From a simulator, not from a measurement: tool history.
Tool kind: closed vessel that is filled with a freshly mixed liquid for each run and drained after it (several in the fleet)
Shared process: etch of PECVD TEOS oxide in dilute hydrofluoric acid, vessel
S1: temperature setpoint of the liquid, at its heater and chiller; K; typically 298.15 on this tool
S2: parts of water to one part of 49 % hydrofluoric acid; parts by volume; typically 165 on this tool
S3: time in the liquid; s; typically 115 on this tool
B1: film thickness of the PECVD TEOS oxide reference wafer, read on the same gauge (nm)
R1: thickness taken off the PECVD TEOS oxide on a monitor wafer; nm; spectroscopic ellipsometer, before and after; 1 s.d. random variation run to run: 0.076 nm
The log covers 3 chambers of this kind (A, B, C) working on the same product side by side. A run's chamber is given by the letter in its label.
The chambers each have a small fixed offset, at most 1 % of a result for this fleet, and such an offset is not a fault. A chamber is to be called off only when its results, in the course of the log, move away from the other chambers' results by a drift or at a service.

{"run": "1C", "hour": 9.7, "S1": 298.15, "S2": 165, "S3": 115, "B1": 149.99, "R1": 8.3057}
{"run": "2A", "hour": 15.0, "S1": 298.15, "S2": 165, "S3": 115, "B1": 149.98, "R1": 8.545}
{"run": "3B", "hour": 20.7, "S1": 298.15, "S2": 165, "S3": 115, "B1": 150.03, "R1": 8.4076}
{"run": "4B", "hour": 28.5, "S1": 298.15, "S2": 165, "S3": 115, "B1": 149.98, "R1": 8.3222}
{"run": "5A", "hour": 37.0, "S1": 298.15, "S2": 165, "S3": 115, "B1": 150.02, "R1": 8.4311}
{"run": "6C", "hour": 44.6, "S1": 298.15, "S2": 165, "S3": 115, "B1": 149.99, "R1": 8.4157}
{"run": "7A", "hour": 50.4, "S1": 298.15, "S2": 135, "S3": 115, "B1": 150, "R1": 10.983}
{"run": "8B", "hour": 59.9, "S1": 298.15, "S2": 135, "S3": 115, "B1": 149.99, "R1": 10.432}
{"run": "9C", "hour": 69.6, "S1": 298.15, "S2": 135, "S3": 115, "B1": 150.02, "R1": 10.675}
{"run": "10B", "hour": 78.9, "S1": 298.15, "S2": 165, "S3": 115, "B1": 149.98, "R1": 8.4417}
{"run": "11C", "hour": 87.8, "S1": 298.15, "S2": 165, "S3": 115, "B1": 149.97, "R1": 8.4058}
{"run": "12A", "hour": 95.4, "S1": 298.15, "S2": 165, "S3": 115, "B1": 149.97, "R1": 8.3742}
{"run": "13A", "hour": 105.0, "S1": 298.15, "S2": 165, "S3": 115, "B1": 149.98, "R1": 8.3885}
{"run": "14B", "hour": 114.3, "S1": 298.15, "S2": 165, "S3": 80, "B1": 149.99, "R1": 5.8016}
{"run": "15C", "hour": 124.2, "S1": 298.15, "S2": 165, "S3": 80, "B1": 150.01, "R1": 5.8085}
{"run": "16C", "hour": 129.8, "S1": 298.15, "S2": 165, "S3": 80, "B1": 149.99, "R1": 5.8259}
{"hour": 131.5, "done": "chamber B: hydrofluoric acid flow meter replaced"}
{"run": "17B", "hour": 136.4, "S1": 298.15, "S2": 165, "S3": 115, "B1": 150, "R1": 8.4998}
{"run": "18A", "hour": 143.6, "S1": 293.15, "S2": 130, "S3": 115, "B1": 149.98, "R1": 8.9578}
{"run": "19A", "hour": 153.2, "S1": 293.15, "S2": 130, "S3": 115, "B1": 150.01, "R1": 9.0138}
{"run": "20C", "hour": 163.6, "S1": 293.15, "S2": 130, "S3": 115, "B1": 150.01, "R1": 9.1143}
{"run": "21B", "hour": 171.2, "S1": 298.15, "S2": 165, "S3": 115, "B1": 149.99, "R1": 8.3647}
{"run": "22C", "hour": 181.4, "S1": 298.15, "S2": 165, "S3": 115, "B1": 150.02, "R1": 8.3701}
{"hour": 182.7, "done": "chamber C: thermometer replaced"}
{"run": "23A", "hour": 189.2, "S1": 298.15, "S2": 165, "S3": 115, "B1": 149.98, "R1": 8.0765}
{"run": "24B", "hour": 197.2, "S1": 298.15, "S2": 165, "S3": 115, "B1": 150, "R1": 8.5873}
{"run": "25C", "hour": 205.6, "S1": 298.15, "S2": 165, "S3": 115, "B1": 149.96, "R1": 8.4335}
{"run": "26B", "hour": 215.3, "S1": 298.15, "S2": 165, "S3": 115, "B1": 150, "R1": 8.3664}
{"run": "27A", "hour": 224.3, "S1": 298.15, "S2": 215, "S3": 180, "B1": 150, "R1": 8.9488}
{"run": "28A", "hour": 229.5, "S1": 298.15, "S2": 215, "S3": 180, "B1": 149.99, "R1": 9.0532}
{"run": "29C", "hour": 238.0, "S1": 298.15, "S2": 215, "S3": 180, "B1": 150, "R1": 9.615}
{"run": "30B", "hour": 246.4, "S1": 298.15, "S2": 165, "S3": 115, "B1": 150, "R1": 8.4067}
{"run": "31B", "hour": 254.6, "S1": 298.15, "S2": 165, "S3": 115, "B1": 150.02, "R1": 8.2492}
{"run": "32A", "hour": 263.2, "S1": 298.15, "S2": 165, "S3": 115, "B1": 150.01, "R1": 7.882}
{"hour": 267.5, "done": "chamber C: hydrofluoric acid flow meter replaced"}
{"run": "33C", "hour": 269.4, "S1": 298.15, "S2": 165, "S3": 115, "B1": 149.98, "R1": 8.4012}
{"run": "34B", "hour": 277.8, "S1": 298.15, "S2": 165, "S3": 115, "B1": 149.99, "R1": 8.3804}
{"run": "35A", "hour": 286.2, "S1": 298.15, "S2": 165, "S3": 115, "B1": 150, "R1": 7.7799}
{"run": "36C", "hour": 295.7, "S1": 298.15, "S2": 165, "S3": 115, "B1": 150, "R1": 8.4218}
{"run": "37B", "hour": 303.6, "S1": 293.15, "S2": 215, "S3": 115, "B1": 150, "R1": 5.01}

What goes on in this fleet: one chamber off, a drifting gauge, or nothing beyond the chambers' own small offsets? Name the chamber and the cause, if any.

It is chamber A that slowly wanders off from its peers.
Most likely cause: hydrofluoric acid flow below the setpoint (%) = 7.06.
The log may not separate it from: liquid colder than its thermometer reads (K).

Which of the 4 candidates below, each the usual settings with something changed and its results left as question marks, puts chamber A back in line with what the other chambers give on the usual settings?
Maximum distance from the other chambers' mean on the usual settings for a result to count as in line: R1 0.27 nm
{"run": "38A-1", "hour": 311.1, "S1": 298.15, "S2": 160, "S3": 120, "R1": "?"}
{"run": "38A-2", "hour": 311.1, "S1": 298.15, "S2": 170, "S3": 110, "R1": "?"}
{"run": "38A-3", "hour": 311.1, "S1": 297.65, "S2": 165, "S3": 115, "R1": "?"}
{"run": "38A-4", "hour": 311.1, "S1": 298.65, "S2": 165, "S3": 115, "R1": "?"}

Other chambers, usual settings, mean: R1 8.3894 nm
run=38A-1 R1=8.4072
run=38A-2 R1=7.1578
run=38A-3 R1=7.6178
run=38A-4 R1=7.9059
It is 38A-1 that realigns the chamber with its peers.
